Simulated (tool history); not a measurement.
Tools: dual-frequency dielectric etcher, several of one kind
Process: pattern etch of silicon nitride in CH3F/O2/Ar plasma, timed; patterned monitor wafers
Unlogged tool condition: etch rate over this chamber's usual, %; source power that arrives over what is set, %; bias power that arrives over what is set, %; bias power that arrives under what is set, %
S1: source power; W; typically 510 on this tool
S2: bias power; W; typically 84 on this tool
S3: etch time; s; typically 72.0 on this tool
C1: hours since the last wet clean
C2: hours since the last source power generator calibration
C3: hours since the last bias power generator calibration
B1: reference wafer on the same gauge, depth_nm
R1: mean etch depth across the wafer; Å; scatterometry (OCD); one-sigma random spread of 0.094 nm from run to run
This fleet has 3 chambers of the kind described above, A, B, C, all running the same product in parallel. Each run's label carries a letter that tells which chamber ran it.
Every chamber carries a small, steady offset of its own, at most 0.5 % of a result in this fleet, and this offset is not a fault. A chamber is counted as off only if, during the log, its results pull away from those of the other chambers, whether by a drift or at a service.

| run | day | S1 | S2 | S3 | C1 | C2 | C3 | B1 | R1 |
|---|---|---|---|---|---|---|---|---|---|
| 1B | 0.275 | 510 | 84 | 72.0 | 551.4 | 1654.0 | 1584.8 | 55.471 | 581.82 |
| 2C | 0.562 | 510 | 84 | 72.0 | 230.9 | 512.3 | 1220.4 | 55.480 | 582.08 |
| 3A | 0.817 | 510 | 84 | 72.0 | 409.5 | 954.3 | 2157.8 | 55.501 | 582.66 |
| 4B | 1.096 | 510 | 84 | 72.0 | 571.1 | 1673.7 | 1604.5 | 55.476 | 580.20 |
| 5A | 1.333 | 510 | 84 | 72.0 | 421.9 | 966.7 | 2170.2 | 55.477 | 583.83 |
| 6C | 1.529 | 510 | 84 | 72.0 | 254.1 | 535.5 | 1243.6 | 55.444 | 579.95 |
|  | 1.717 | chamber B: wet clean of the chamber |
| 7C | 1.725 | 510 | 84 | 72.0 | 258.8 | 540.2 | 1248.3 | 55.441 | 579.61 |
| 8A | 2.033 | 510 | 84 | 72.0 | 438.7 | 983.5 | 2187.0 | 55.435 | 583.96 |
| 9B | 2.371 | 510 | 84 | 72.0 | 15.7 | 1704.3 | 1635.1 | 55.434 | 579.93 |
| 10A | 2.662 | 510 | 84 | 72.0 | 453.8 | 998.6 | 2202.1 | 55.414 | 584.81 |
| 11C | 2.821 | 460 | 84 | 72.0 | 285.1 | 566.5 | 1274.6 | 55.390 | 558.27 |
| 12B | 3.129 | 460 | 84 | 72.0 | 33.9 | 1722.5 | 1653.3 | 55.393 | 557.55 |
| 13B | 3.471 | 460 | 84 | 72.0 | 42.1 | 1730.7 | 1661.5 | 55.373 | 556.15 |
| 14A | 3.638 | 510 | 84 | 72.0 | 477.2 | 1022.0 | 2225.5 | 55.385 | 584.52 |
| 15C | 3.979 | 510 | 84 | 72.0 | 312.9 | 594.3 | 1302.4 | 55.368 | 579.44 |
| 16A | 4.254 | 510 | 84 | 72.0 | 492.0 | 1036.8 | 2240.3 | 55.335 | 582.39 |
| 17B | 4.438 | 510 | 84 | 72.0 | 65.3 | 1753.9 | 1684.7 | 55.338 | 579.10 |
| 18C | 4.621 | 510 | 84 | 72.0 | 328.3 | 609.7 | 1317.8 | 55.323 | 579.51 |
| 19C | 4.921 | 510 | 84 | 72.0 | 335.5 | 616.9 | 1325.0 | 55.325 | 579.01 |
|  | 5.038 | chamber A: wet clean of the chamber |
| 20B | 5.079 | 510 | 84 | 72.0 | 80.7 | 1769.3 | 1700.1 | 55.306 | 578.57 |
| 21A | 5.262 | 430 | 84 | 54.0 | 5.4 | 1061.0 | 2264.5 | 55.297 | 409.01 |
| 22C | 5.550 | 430 | 84 | 54.0 | 350.6 | 632.0 | 1340.1 | 55.298 | 406.08 |
| 23A | 5.717 | 430 | 84 | 54.0 | 16.3 | 1071.9 | 2275.4 | 55.316 | 409.71 |
| 24B | 5.871 | 510 | 84 | 72.0 | 99.7 | 1788.3 | 1719.1 | 55.301 | 578.18 |
| 25C | 6.025 | 510 | 84 | 72.0 | 362.0 | 643.4 | 1351.5 | 55.309 | 578.23 |
| 26A | 6.350 | 510 | 84 | 72.0 | 31.5 | 1087.1 | 2290.6 | 55.262 | 582.15 |
| 27B | 6.579 | 510 | 84 | 87.0 | 116.7 | 1805.3 | 1736.1 | 55.277 | 700.33 |
| 28A | 6.925 | 510 | 84 | 87.0 | 45.3 | 1100.9 | 2304.4 | 55.262 | 702.38 |
| 29C | 7.150 | 510 | 84 | 87.0 | 389.0 | 670.4 | 1378.5 | 55.247 | 698.67 |
| 30B | 7.450 | 510 | 84 | 72.0 | 137.6 | 1826.2 | 1757.0 | 55.231 | 576.86 |
| 31C | 7.750 | 510 | 84 | 72.0 | 403.4 | 684.8 | 1392.9 | 55.237 | 578.64 |
| 32B | 7.962 | 390 | 84 | 52.5 | 149.9 | 1838.5 | 1769.3 | 55.224 | 379.85 |
| 33A | 8.192 | 390 | 84 | 52.5 | 75.7 | 1131.3 | 2334.8 | 55.213 | 383.12 |
| 34B | 8.417 | 390 | 84 | 52.5 | 160.8 | 1849.4 | 1780.2 | 55.206 | 380.23 |
| 35A | 8.658 | 510 | 84 | 72.0 | 86.9 | 1142.5 | 2346.0 | 55.192 | 581.81 |
| 36C | 8.967 | 510 | 84 | 72.0 | 432.6 | 714.0 | 1422.1 | 55.205 | 578.60 |
| 37B | 9.279 | 510 | 84 | 72.0 | 181.5 | 1870.1 | 1800.9 | 55.189 | 577.27 |
| 38A | 9.446 | 510 | 84 | 72.0 | 105.8 | 1161.4 | 2364.9 | 55.172 | 581.43 |
| 39C | 9.679 | 510 | 84 | 72.0 | 449.7 | 731.1 | 1439.2 | 55.160 | 576.96 |
| 40C | 10.021 | 510 | 66 | 72.0 | 457.9 | 739.3 | 1447.4 | 55.127 | 531.64 |

Next, every chamber runs the same settings. What will each give?
| 41A | 10.271 | 510 | 84 | 72.0 |  |  |  |  | ? |
| 41B | 10.271 | 510 | 84 | 72.0 |  |  |  |  | ? |
| 41C | 10.271 | 510 | 84 | 72.0 |  |  |  |  | ? |

| run | R1 |
|---|---|
| 41A | 579.38 |
| 41B | 576.62 |
| 41C | 576.81 |

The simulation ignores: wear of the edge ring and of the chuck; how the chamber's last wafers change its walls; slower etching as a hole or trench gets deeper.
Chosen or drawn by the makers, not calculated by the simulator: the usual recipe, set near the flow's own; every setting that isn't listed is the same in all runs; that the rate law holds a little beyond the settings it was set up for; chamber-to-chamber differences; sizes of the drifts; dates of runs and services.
